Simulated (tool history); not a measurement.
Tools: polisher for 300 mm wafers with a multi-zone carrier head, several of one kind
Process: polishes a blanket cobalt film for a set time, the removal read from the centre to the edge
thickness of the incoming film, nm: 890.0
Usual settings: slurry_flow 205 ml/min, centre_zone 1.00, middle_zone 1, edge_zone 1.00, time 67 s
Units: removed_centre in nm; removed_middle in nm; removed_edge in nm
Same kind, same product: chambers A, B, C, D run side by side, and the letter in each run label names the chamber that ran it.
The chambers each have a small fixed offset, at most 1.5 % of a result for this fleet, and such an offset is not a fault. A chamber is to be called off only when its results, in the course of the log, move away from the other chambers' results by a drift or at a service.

run	day	slurry_flow	centre_zone	middle_zone	edge_zone	time	removed_centre	removed_middle	removed_edge
1D	0.500	205	1.00	1	1.00	67	324.73	327.43	325.81
# day 0.538: chamber C: edge zone pressure recalibrated
2B	0.896	205	1.00	1	1.00	67	329.07	324.11	328.70
# day 1.367: chamber A: worn pad replaced by a new one
3C	1.408	205	1.00	1	1.00	67	327.32	313.85	329.48
4A	1.642	205	1.00	1	1.00	67	329.83	322.13	326.16
5B	1.988	205	1.08	1	1.00	49	261.83	241.09	242.36
6C	2.467	205	1.08	1	1.00	49	259.17	233.74	235.33
# day 2.662: chamber C: worn pad replaced by a new one
7D	2.921	205	1.08	1	1.00	49	257.30	235.68	235.02
8A	3.238	205	1.08	1	1.00	49	257.37	241.74	236.16
# day 3.325: chamber D: worn pad replaced by a new one
9A	3.508	205	0.95	1	1.00	67	306.71	323.67	325.32
# day 3.725: chamber C: slurry nozzle cleaned
10B	3.950	205	0.95	1	1.00	67	311.44	328.81	324.37
11C	4.221	205	0.95	1	1.00	67	303.49	324.89	329.54
12D	4.542	205	0.95	1	1.00	67	314.53	323.92	332.73
13D	5.017	205	1.00	1	1.00	67	331.92	326.48	325.73
14C	5.471	205	1.00	1	1.00	67	333.62	323.35	332.56
15A	5.858	205	1.00	1	1.00	67	325.00	328.99	324.41
16B	6.258	205	0.91	1	0.89	67	299.49	324.32	305.90
17A	6.738	205	0.91	1	0.89	67	293.92	327.61	309.36
18D	7.229	205	0.91	1	0.89	67	294.63	321.07	307.11
# day 7.329: chamber B: worn pad replaced by a new one
19C	7.646	205	0.91	1	0.89	67	296.72	325.70	310.68
# day 7.708: chamber A: worn pad replaced by a new one
20B	8.008	205	1.00	1	1.00	67	329.43	325.64	332.04
# day 8.288: chamber D: worn pad replaced by a new one
21B	8.358	205	1.00	1	1.00	67	329.34	328.27	327.55
# day 8.717: chamber C: worn pad replaced by a new one
22C	8.738	205	1.06	1	1.00	67	348.80	325.32	328.37
23D	9.133	205	1.06	1	1.00	67	340.36	319.79	321.60
24A	9.571	205	1.06	1	1.00	67	347.29	332.46	321.51
25B	9.921	205	1.06	1	1.00	67	356.90	328.41	327.22
26C	10.350	205	1.00	1	1.00	67	329.70	327.15	326.25
27D	10.779	205	1.00	1	1.00	67	316.35	319.53	317.95
28A	11.288	205	1.00	1	1.00	67	321.77	327.65	324.80
# day 11.717: chamber A: slurry nozzle cleaned
29A	11.758	205	1.07	1	0.96	67	357.49	332.60	323.04
30D	12.175	205	1.07	1	0.96	67	333.06	307.44	304.26
# day 12.521: chamber B: slurry nozzle cleaned
31B	12.608	205	1.07	1	0.96	67	361.55	328.88	322.77
# day 13.062: chamber C: centre zone pressure recalibrated
32C	13.117	205	1.07	1	0.96	67	356.48	321.44	321.65

All 4 chambers run these settings next. Forecast each chamber's results:
33A	13.492	205	1.00	1	1.00	67	?	?	?
33B	13.492	205	1.00	1	1.00	67	?	?	?
33C	13.492	205	1.00	1	1.00	67	?	?	?
33D	13.492	205	1.00	1	1.00	67	?	?	?

run	removed_centre	removed_middle	removed_edge
33A	321.55	331.43	323.53
33B	324.89	325.18	334.83
33C	327.63	322.13	326.74
33D	307.97	301.69	311.26
